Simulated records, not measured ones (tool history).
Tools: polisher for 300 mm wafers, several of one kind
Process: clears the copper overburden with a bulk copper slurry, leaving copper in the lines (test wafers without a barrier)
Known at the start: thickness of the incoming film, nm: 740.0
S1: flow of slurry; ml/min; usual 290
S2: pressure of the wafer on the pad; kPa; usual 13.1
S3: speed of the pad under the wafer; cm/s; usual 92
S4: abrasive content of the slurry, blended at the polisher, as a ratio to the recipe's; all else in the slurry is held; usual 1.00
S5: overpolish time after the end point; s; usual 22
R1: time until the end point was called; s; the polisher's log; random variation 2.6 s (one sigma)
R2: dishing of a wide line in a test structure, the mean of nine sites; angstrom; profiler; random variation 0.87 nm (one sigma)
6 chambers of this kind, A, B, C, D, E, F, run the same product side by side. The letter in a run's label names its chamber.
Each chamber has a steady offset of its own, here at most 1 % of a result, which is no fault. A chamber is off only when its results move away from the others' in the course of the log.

| run | hour | S1 | S2 | S3 | S4 | S5 | R1 | R2 |
|---|---|---|---|---|---|---|---|---|
|  | 0.7 | chamber D: slurry nozzle cleaned |
| 1D | 3.8 | 290 | 13.1 | 92 | 1.00 | 22 | 153.17 | 576.75 |
| 2F | 7.6 | 290 | 13.1 | 92 | 1.00 | 22 | 148.65 | 582.71 |
| 3B | 10.1 | 290 | 13.1 | 92 | 1.00 | 22 | 147.61 | 592.24 |
| 4C | 12.6 | 290 | 13.1 | 92 | 1.00 | 22 | 152.19 | 590.53 |
| 5A | 15.8 | 290 | 13.1 | 92 | 1.00 | 22 | 152.51 | 596.58 |
| 6E | 18.6 | 290 | 13.1 | 92 | 1.00 | 22 | 149.88 | 586.83 |
|  | 21.1 | chamber C: worn pad replaced by a new one |
| 7A | 22.1 | 290 | 13.1 | 92 | 1.00 | 22 | 148.43 | 586.15 |
| 8E | 24.0 | 290 | 13.1 | 92 | 1.00 | 22 | 150.89 | 585.54 |
| 9B | 27.6 | 290 | 13.1 | 92 | 1.00 | 22 | 148.34 | 581.22 |
| 10C | 30.8 | 290 | 13.1 | 92 | 1.00 | 22 | 153.98 | 580.78 |
|  | 32.6 | chamber E: worn pad replaced by a new one |
| 11F | 33.3 | 290 | 13.1 | 92 | 1.00 | 22 | 148.47 | 608.38 |
| 12D | 36.0 | 290 | 13.1 | 92 | 1.00 | 22 | 153.38 | 590.99 |
| 13E | 39.0 | 290 | 13.1 | 92 | 1.00 | 22 | 148.97 | 585.38 |
| 14B | 40.9 | 290 | 13.1 | 92 | 1.00 | 22 | 144.95 | 597.74 |
|  | 42.6 | chamber D: worn pad replaced by a new one |
|  | 43.6 | chamber F: slurry blender recalibrated |
| 15F | 44.1 | 290 | 13.1 | 92 | 1.00 | 22 | 148.62 | 591.76 |
| 16C | 46.7 | 290 | 13.1 | 92 | 1.00 | 22 | 152.63 | 588.55 |
|  | 47.2 | chamber B: slurry blender recalibrated |
| 17D | 48.8 | 370 | 13.1 | 92 | 1.00 | 22 | 144.90 | 595.88 |
| 18A | 51.1 | 370 | 13.1 | 92 | 1.00 | 22 | 151.10 | 600.08 |
| 19F | 53.8 | 370 | 13.1 | 92 | 1.00 | 22 | 147.27 | 608.54 |
|  | 55.3 | chamber C: slurry nozzle cleaned |
| 20C | 56.9 | 370 | 13.1 | 92 | 1.00 | 22 | 151.87 | 586.07 |
| 21B | 61.1 | 370 | 13.1 | 92 | 1.00 | 22 | 145.46 | 591.61 |
| 22A | 64.0 | 370 | 13.1 | 92 | 1.00 | 22 | 143.86 | 585.89 |
| 23D | 68.2 | 290 | 13.1 | 92 | 1.00 | 22 | 152.12 | 576.69 |
| 24E | 70.3 | 290 | 13.1 | 92 | 1.00 | 22 | 154.36 | 589.43 |
|  | 71.0 | chamber A: slurry blender recalibrated |
| 25F | 72.6 | 290 | 13.1 | 92 | 1.00 | 22 | 152.15 | 610.70 |
| 26D | 75.4 | 290 | 13.1 | 92 | 1.00 | 22 | 157.00 | 604.04 |
| 27E | 77.5 | 290 | 13.1 | 92 | 1.00 | 22 | 142.88 | 579.44 |
|  | 78.4 | chamber D: slurry blender recalibrated |
| 28A | 81.8 | 290 | 13.1 | 92 | 1.00 | 22 | 153.01 | 590.69 |
| 29B | 86.0 | 290 | 13.1 | 92 | 1.00 | 22 | 158.83 | 584.36 |
| 30C | 88.8 | 290 | 13.1 | 92 | 1.00 | 22 | 154.68 | 582.56 |
| 31D | 91.1 | 290 | 13.1 | 92 | 1.00 | 22 | 154.95 | 585.95 |
| 32E | 94.6 | 290 | 13.1 | 92 | 1.00 | 22 | 151.83 | 590.31 |
| 33C | 97.6 | 290 | 8.3 | 92 | 1.15 | 22 | 232.40 | 404.26 |
| 34F | 101.0 | 290 | 8.3 | 92 | 1.15 | 22 | 240.82 | 407.62 |
| 35A | 103.9 | 290 | 8.3 | 92 | 1.15 | 22 | 229.21 | 419.26 |
| 36B | 108.1 | 290 | 8.3 | 92 | 1.15 | 22 | 255.54 | 389.88 |
| 37C | 111.8 | 290 | 8.3 | 92 | 1.15 | 22 | 228.74 | 408.44 |
| 38D | 113.7 | 290 | 8.3 | 92 | 1.15 | 22 | 239.50 | 404.29 |
| 39F | 117.3 | 290 | 13.1 | 92 | 1.00 | 22 | 151.34 | 588.40 |
| 40E | 120.0 | 290 | 13.1 | 106 | 1.00 | 22 | 132.29 | 647.17 |
| 41B | 123.2 | 290 | 13.1 | 106 | 1.00 | 22 | 146.45 | 595.90 |

Next, every chamber runs the same settings. What will each give?
| 42A | 126.3 | 290 | 13.1 | 92 | 1.00 | 22 | ? | ? |
| 42B | 126.3 | 290 | 13.1 | 92 | 1.00 | 22 | ? | ? |
| 42C | 126.3 | 290 | 13.1 | 92 | 1.00 | 22 | ? | ? |
| 42D | 126.3 | 290 | 13.1 | 92 | 1.00 | 22 | ? | ? |
| 42E | 126.3 | 290 | 13.1 | 92 | 1.00 | 22 | ? | ? |
| 42F | 126.3 | 290 | 13.1 | 92 | 1.00 | 22 | ? | ? |

| run | R1 | R2 |
|---|---|---|
| 42A | 156.06 | 598.90 |
| 42B | 170.29 | 537.08 |
| 42C | 146.36 | 570.19 |
| 42D | 150.91 | 595.21 |
| 42E | 152.29 | 586.72 |
| 42F | 151.27 | 600.30 |

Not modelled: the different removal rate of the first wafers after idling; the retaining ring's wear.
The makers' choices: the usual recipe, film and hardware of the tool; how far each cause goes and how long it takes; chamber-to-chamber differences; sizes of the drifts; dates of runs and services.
